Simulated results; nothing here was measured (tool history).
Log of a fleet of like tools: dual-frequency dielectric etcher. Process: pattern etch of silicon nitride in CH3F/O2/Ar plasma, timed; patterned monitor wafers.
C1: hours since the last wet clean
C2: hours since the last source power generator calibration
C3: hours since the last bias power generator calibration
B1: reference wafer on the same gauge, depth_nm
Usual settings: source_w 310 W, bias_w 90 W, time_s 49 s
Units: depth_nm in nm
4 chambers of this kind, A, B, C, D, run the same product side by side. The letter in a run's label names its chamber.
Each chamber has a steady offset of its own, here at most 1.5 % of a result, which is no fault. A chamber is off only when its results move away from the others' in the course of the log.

{"run": "1D", "hour": 13.5, "source_w": 310, "bias_w": 90, "time_s": 49, "C1": 234.9, "C2": 2282.7, "C3": 227.0, "B1": 38.599, "depth_nm": 34.159}
{"run": "2A", "hour": 22.3, "source_w": 310, "bias_w": 90, "time_s": 49, "C1": 384.0, "C2": 925.4, "C3": 432.2, "B1": 38.619, "depth_nm": 33.633}
{"run": "3B", "hour": 29.7, "source_w": 310, "bias_w": 90, "time_s": 49, "C1": 144.6, "C2": 3223.8, "C3": 4582.1, "B1": 38.607, "depth_nm": 33.942}
{"run": "4C", "hour": 41.8, "source_w": 310, "bias_w": 90, "time_s": 49, "C1": 287.8, "C2": 1569.4, "C3": 1604.1, "B1": 38.582, "depth_nm": 33.49}
{"run": "5A", "hour": 55.5, "source_w": 310, "bias_w": 90, "time_s": 49, "C1": 417.2, "C2": 958.6, "C3": 465.4, "B1": 38.604, "depth_nm": 33.556}
{"run": "6C", "hour": 65.0, "source_w": 310, "bias_w": 90, "time_s": 49, "C1": 311.0, "C2": 1592.6, "C3": 1627.3, "B1": 38.598, "depth_nm": 33.549}
{"run": "7B", "hour": 78.7, "source_w": 310, "bias_w": 90, "time_s": 49, "C1": 193.6, "C2": 3272.8, "C3": 4631.1, "B1": 38.603, "depth_nm": 33.899}
{"run": "8D", "hour": 88.7, "source_w": 310, "bias_w": 90, "time_s": 49, "C1": 310.1, "C2": 2357.9, "C3": 302.2, "B1": 38.595, "depth_nm": 34.426}
{"run": "9C", "hour": 96.8, "source_w": 310, "bias_w": 90, "time_s": 49, "C1": 342.8, "C2": 1624.4, "C3": 1659.1, "B1": 38.61, "depth_nm": 33.215}
{"run": "10D", "hour": 108.0, "source_w": 310, "bias_w": 90, "time_s": 49, "C1": 329.4, "C2": 2377.2, "C3": 321.5, "B1": 38.579, "depth_nm": 34.369}
{"run": "11B", "hour": 118.3, "source_w": 310, "bias_w": 90, "time_s": 49, "C1": 233.2, "C2": 3312.4, "C3": 4670.7, "B1": 38.572, "depth_nm": 33.753}
{"run": "12A", "hour": 126.4, "source_w": 310, "bias_w": 90, "time_s": 49, "C1": 488.1, "C2": 1029.5, "C3": 536.3, "B1": 38.584, "depth_nm": 33.753}
{"run": "13D", "hour": 135.1, "source_w": 310, "bias_w": 90, "time_s": 49, "C1": 356.5, "C2": 2404.3, "C3": 348.6, "B1": 38.602, "depth_nm": 34.521}
{"run": "14A", "hour": 143.1, "source_w": 310, "bias_w": 90, "time_s": 49, "C1": 504.8, "C2": 1046.2, "C3": 553.0, "B1": 38.65, "depth_nm": 33.659}
{"hour": 155.3, "done": "chamber B: bias power generator calibrated"}
{"hour": 156.8, "done": "chamber A: wet clean of the chamber"}
{"run": "15C", "hour": 157.7, "source_w": 310, "bias_w": 90, "time_s": 49, "C1": 403.7, "C2": 1685.3, "C3": 1720.0, "B1": 38.573, "depth_nm": 33.368}
{"run": "16B", "hour": 168.8, "source_w": 310, "bias_w": 90, "time_s": 49, "C1": 283.7, "C2": 3362.9, "C3": 13.5, "B1": 38.6, "depth_nm": 33.942}
{"run": "17D", "hour": 179.8, "source_w": 310, "bias_w": 90, "time_s": 49, "C1": 401.2, "C2": 2449.0, "C3": 393.3, "B1": 38.572, "depth_nm": 34.706}
{"run": "18C", "hour": 193.1, "source_w": 310, "bias_w": 90, "time_s": 49, "C1": 439.1, "C2": 1720.7, "C3": 1755.4, "B1": 38.605, "depth_nm": 33.349}
{"run": "19A", "hour": 201.2, "source_w": 310, "bias_w": 90, "time_s": 49, "C1": 44.5, "C2": 1104.3, "C3": 611.1, "B1": 38.642, "depth_nm": 33.544}
{"hour": 209.3, "done": "chamber C: wet clean of the chamber"}
{"run": "20B", "hour": 215.0, "source_w": 370, "bias_w": 98, "time_s": 49, "C1": 329.9, "C2": 3409.1, "C3": 59.7, "B1": 38.612, "depth_nm": 37.193}
{"run": "21B", "hour": 226.2, "source_w": 370, "bias_w": 98, "time_s": 49, "C1": 341.1, "C2": 3420.3, "C3": 70.9, "B1": 38.619, "depth_nm": 37.12}
{"run": "22A", "hour": 237.1, "source_w": 370, "bias_w": 98, "time_s": 49, "C1": 80.4, "C2": 1140.2, "C3": 647.0, "B1": 38.592, "depth_nm": 36.959}
{"run": "23D", "hour": 248.4, "source_w": 370, "bias_w": 98, "time_s": 49, "C1": 469.8, "C2": 2517.6, "C3": 461.9, "B1": 38.6, "depth_nm": 38.414}
{"run": "24C", "hour": 262.2, "source_w": 390, "bias_w": 102, "time_s": 49, "C1": 53.0, "C2": 1789.8, "C3": 1824.5, "B1": 38.615, "depth_nm": 38.354}
{"run": "25B", "hour": 276.5, "source_w": 390, "bias_w": 102, "time_s": 49, "C1": 391.4, "C2": 3470.6, "C3": 121.2, "B1": 38.582, "depth_nm": 38.659}
{"run": "26C", "hour": 288.6, "source_w": 390, "bias_w": 102, "time_s": 49, "C1": 79.4, "C2": 1816.2, "C3": 1850.9, "B1": 38.614, "depth_nm": 38.195}
{"run": "27A", "hour": 303.6, "source_w": 390, "bias_w": 102, "time_s": 49, "C1": 146.9, "C2": 1206.7, "C3": 713.5, "B1": 38.628, "depth_nm": 38.341}
{"run": "28D", "hour": 317.9, "source_w": 310, "bias_w": 90, "time_s": 49, "C1": 539.3, "C2": 2587.1, "C3": 531.4, "B1": 38.578, "depth_nm": 35.306}
{"run": "29B", "hour": 326.1, "source_w": 250, "bias_w": 90, "time_s": 49, "C1": 441.0, "C2": 3520.2, "C3": 170.8, "B1": 38.602, "depth_nm": 31.471}
{"run": "30D", "hour": 341.0, "source_w": 250, "bias_w": 90, "time_s": 49, "C1": 562.4, "C2": 2610.2, "C3": 554.5, "B1": 38.608, "depth_nm": 32.449}
{"run": "31A", "hour": 355.2, "source_w": 250, "bias_w": 90, "time_s": 49, "C1": 198.5, "C2": 1258.3, "C3": 765.1, "B1": 38.588, "depth_nm": 30.992}
{"run": "32C", "hour": 362.7, "source_w": 250, "bias_w": 90, "time_s": 49, "C1": 153.5, "C2": 1890.3, "C3": 1925.0, "B1": 38.602, "depth_nm": 30.884}

Is one chamber off against the others, does the gauge drift, or is nothing wrong? If a chamber is off, say which, and what the likeliest cause is.

Chamber D drifts away from the others.
Cause: etch rate over this chamber's usual, % = 3.73.

Here are 4 candidates for chamber D's next run, each the usual settings with a change, their results left as question marks. Which one brings its results back in line with what the others give on the usual settings?
In line means no further than this from the other chambers' mean on the usual settings: depth_nm 0.380 nm
{"run": "33D-1", "hour": 373.8, "source_w": 320, "bias_w": 92, "time_s": 53.5, "depth_nm": "?"}
{"run": "33D-2", "hour": 373.8, "source_w": 290, "bias_w": 84, "time_s": 49.0, "depth_nm": "?"}
{"run": "33D-3", "hour": 373.8, "source_w": 330, "bias_w": 96, "time_s": 49.0, "depth_nm": "?"}
{"run": "33D-4", "hour": 373.8, "source_w": 300, "bias_w": 88, "time_s": 45.0, "depth_nm": "?"}

The other chambers' mean on the usual settings: depth_nm 33.679 nm
run=33D-1 depth_nm=39.337
run=33D-2 depth_nm=33.620
run=33D-3 depth_nm=37.009
run=33D-4 depth_nm=31.794
33D-2 brings the chamber back in line.

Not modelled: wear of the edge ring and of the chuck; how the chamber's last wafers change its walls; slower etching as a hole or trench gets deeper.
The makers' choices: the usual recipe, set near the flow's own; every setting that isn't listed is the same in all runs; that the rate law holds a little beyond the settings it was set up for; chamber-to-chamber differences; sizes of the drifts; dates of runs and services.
